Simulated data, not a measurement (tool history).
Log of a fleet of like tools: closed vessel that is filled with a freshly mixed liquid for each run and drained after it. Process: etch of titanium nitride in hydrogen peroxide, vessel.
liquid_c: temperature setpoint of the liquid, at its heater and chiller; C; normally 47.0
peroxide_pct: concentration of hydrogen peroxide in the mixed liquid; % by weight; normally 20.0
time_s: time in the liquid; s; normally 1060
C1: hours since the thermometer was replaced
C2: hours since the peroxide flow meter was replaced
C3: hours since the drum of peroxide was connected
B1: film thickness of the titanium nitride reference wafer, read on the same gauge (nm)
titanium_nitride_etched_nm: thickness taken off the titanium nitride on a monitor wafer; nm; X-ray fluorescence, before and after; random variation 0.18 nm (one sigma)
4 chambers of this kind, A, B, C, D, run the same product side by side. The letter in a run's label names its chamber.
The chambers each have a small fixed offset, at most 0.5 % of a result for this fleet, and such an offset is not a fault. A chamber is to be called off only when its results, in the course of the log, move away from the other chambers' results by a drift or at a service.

-- hour=2.4 chamber B: peroxide flow meter replaced
-- hour=13.2 chamber C: new drum of peroxide connected
run 1D hour=14.6 | liquid_c=47.0 peroxide_pct=20.0 time_s=1060 | C1=925.2 C2=614.2 C3=960.8 | B1=90.010 | titanium_nitride_etched_nm=32.702
run 2C hour=22.0 | liquid_c=47.0 peroxide_pct=20.0 time_s=1060 | C1=406.0 C2=851.5 C3=8.8 | B1=90.014 | titanium_nitride_etched_nm=33.028
run 3B hour=33.4 | liquid_c=47.0 peroxide_pct=20.0 time_s=1060 | C1=1054.6 C2=31.1 C3=235.6 | B1=89.985 | titanium_nitride_etched_nm=32.763
run 4A hour=47.0 | liquid_c=47.0 peroxide_pct=20.0 time_s=1060 | C1=852.2 C2=2101.7 C3=257.7 | B1=89.972 | titanium_nitride_etched_nm=32.575
-- hour=56.1 chamber D: new drum of peroxide connected
run 5D hour=61.4 | liquid_c=47.0 peroxide_pct=20.0 time_s=1060 | C1=972.0 C2=661.0 C3=5.3 | B1=90.000 | titanium_nitride_etched_nm=33.025
run 6B hour=70.5 | liquid_c=47.0 peroxide_pct=20.0 time_s=1060 | C1=1091.7 C2=68.2 C3=272.7 | B1=89.967 | titanium_nitride_etched_nm=32.871
run 7A hour=79.3 | liquid_c=47.0 peroxide_pct=20.0 time_s=1060 | C1=884.5 C2=2134.0 C3=290.0 | B1=89.997 | titanium_nitride_etched_nm=32.953
run 8C hour=92.1 | liquid_c=47.0 peroxide_pct=20.0 time_s=1060 | C1=476.1 C2=921.6 C3=78.9 | B1=89.999 | titanium_nitride_etched_nm=32.597
-- hour=96.6 chamber A: peroxide flow meter replaced
run 9A hour=107.4 | liquid_c=47.0 peroxide_pct=20.0 time_s=1060 | C1=912.6 C2=10.8 C3=318.1 | B1=89.957 | titanium_nitride_etched_nm=32.859
run 10C hour=120.3 | liquid_c=47.0 peroxide_pct=20.0 time_s=1060 | C1=504.3 C2=949.8 C3=107.1 | B1=90.043 | titanium_nitride_etched_nm=33.026
run 11D hour=136.0 | liquid_c=55.5 peroxide_pct=16.5 time_s=1060 | C1=1046.6 C2=735.6 C3=79.9 | B1=90.008 | titanium_nitride_etched_nm=57.816
run 12B hour=145.4 | liquid_c=55.5 peroxide_pct=16.5 time_s=1060 | C1=1166.6 C2=143.1 C3=347.6 | B1=90.035 | titanium_nitride_etched_nm=58.276
run 13C hour=158.2 | liquid_c=55.5 peroxide_pct=16.5 time_s=1060 | C1=542.2 C2=987.7 C3=145.0 | B1=89.941 | titanium_nitride_etched_nm=58.626
run 14B hour=165.3 | liquid_c=55.5 peroxide_pct=16.5 time_s=1060 | C1=1186.5 C2=163.0 C3=367.5 | B1=90.055 | titanium_nitride_etched_nm=58.349
run 15D hour=180.8 | liquid_c=52.5 peroxide_pct=15.5 time_s=1060 | C1=1091.4 C2=780.4 C3=124.7 | B1=89.979 | titanium_nitride_etched_nm=46.181
run 16A hour=190.0 | liquid_c=52.5 peroxide_pct=15.5 time_s=1060 | C1=995.2 C2=93.4 C3=400.7 | B1=89.985 | titanium_nitride_etched_nm=46.074
run 17C hour=205.0 | liquid_c=52.5 peroxide_pct=15.5 time_s=1060 | C1=589.0 C2=1034.5 C3=191.8 | B1=90.009 | titanium_nitride_etched_nm=46.620
run 18A hour=216.4 | liquid_c=52.5 peroxide_pct=15.5 time_s=1060 | C1=1021.6 C2=119.8 C3=427.1 | B1=89.994 | titanium_nitride_etched_nm=46.882
run 19D hour=225.4 | liquid_c=47.0 peroxide_pct=24.5 time_s=1060 | C1=1136.0 C2=825.0 C3=169.3 | B1=90.001 | titanium_nitride_etched_nm=34.196
run 20B hour=235.3 | liquid_c=47.0 peroxide_pct=24.5 time_s=1060 | C1=1256.5 C2=233.0 C3=437.5 | B1=90.034 | titanium_nitride_etched_nm=35.585
run 21C hour=244.0 | liquid_c=47.0 peroxide_pct=24.5 time_s=1060 | C1=628.0 C2=1073.5 C3=230.8 | B1=89.984 | titanium_nitride_etched_nm=34.391
run 22B hour=251.0 | liquid_c=47.0 peroxide_pct=24.5 time_s=1060 | C1=1272.2 C2=248.7 C3=453.2 | B1=89.986 | titanium_nitride_etched_nm=35.583
run 23A hour=263.1 | liquid_c=47.0 peroxide_pct=20.0 time_s=1060 | C1=1068.3 C2=166.5 C3=473.8 | B1=89.993 | titanium_nitride_etched_nm=32.756
run 24D hour=273.6 | liquid_c=47.0 peroxide_pct=20.0 time_s=1060 | C1=1184.2 C2=873.2 C3=217.5 | B1=90.006 | titanium_nitride_etched_nm=33.041
run 25D hour=281.1 | liquid_c=47.0 peroxide_pct=20.0 time_s=1060 | C1=1191.7 C2=880.7 C3=225.0 | B1=90.033 | titanium_nitride_etched_nm=32.849
-- hour=295.6 chamber A: new drum of peroxide connected
run 26B hour=296.4 | liquid_c=47.0 peroxide_pct=20.0 time_s=1060 | C1=1317.6 C2=294.1 C3=498.6 | B1=90.010 | titanium_nitride_etched_nm=34.256
run 27C hour=309.4 | liquid_c=47.0 peroxide_pct=16.0 time_s=1060 | C1=693.4 C2=1138.9 C3=296.2 | B1=89.980 | titanium_nitride_etched_nm=31.497
run 28A hour=323.6 | liquid_c=47.0 peroxide_pct=16.0 time_s=1060 | C1=1128.8 C2=227.0 C3=28.0 | B1=90.011 | titanium_nitride_etched_nm=31.005
run 29C hour=334.2 | liquid_c=47.0 peroxide_pct=16.0 time_s=1060 | C1=718.2 C2=1163.7 C3=321.0 | B1=90.017 | titanium_nitride_etched_nm=31.211
run 30D hour=347.1 | liquid_c=47.0 peroxide_pct=16.0 time_s=1060 | C1=1257.7 C2=946.7 C3=291.0 | B1=90.012 | titanium_nitride_etched_nm=31.386

The same settings go to every chamber for the next run, one line per chamber below. Forecast the results for each:
run 31A hour=358.7 | liquid_c=47.0 peroxide_pct=24.5 time_s=1060 | titanium_nitride_etched_nm=?
run 31B hour=358.7 | liquid_c=47.0 peroxide_pct=24.5 time_s=1060 | titanium_nitride_etched_nm=?
run 31C hour=358.7 | liquid_c=47.0 peroxide_pct=24.5 time_s=1060 | titanium_nitride_etched_nm=?
run 31D hour=358.7 | liquid_c=47.0 peroxide_pct=24.5 time_s=1060 | titanium_nitride_etched_nm=?

run=31A titanium_nitride_etched_nm=34.028
run=31B titanium_nitride_etched_nm=36.436
run=31C titanium_nitride_etched_nm=34.533
run=31D titanium_nitride_etched_nm=34.245

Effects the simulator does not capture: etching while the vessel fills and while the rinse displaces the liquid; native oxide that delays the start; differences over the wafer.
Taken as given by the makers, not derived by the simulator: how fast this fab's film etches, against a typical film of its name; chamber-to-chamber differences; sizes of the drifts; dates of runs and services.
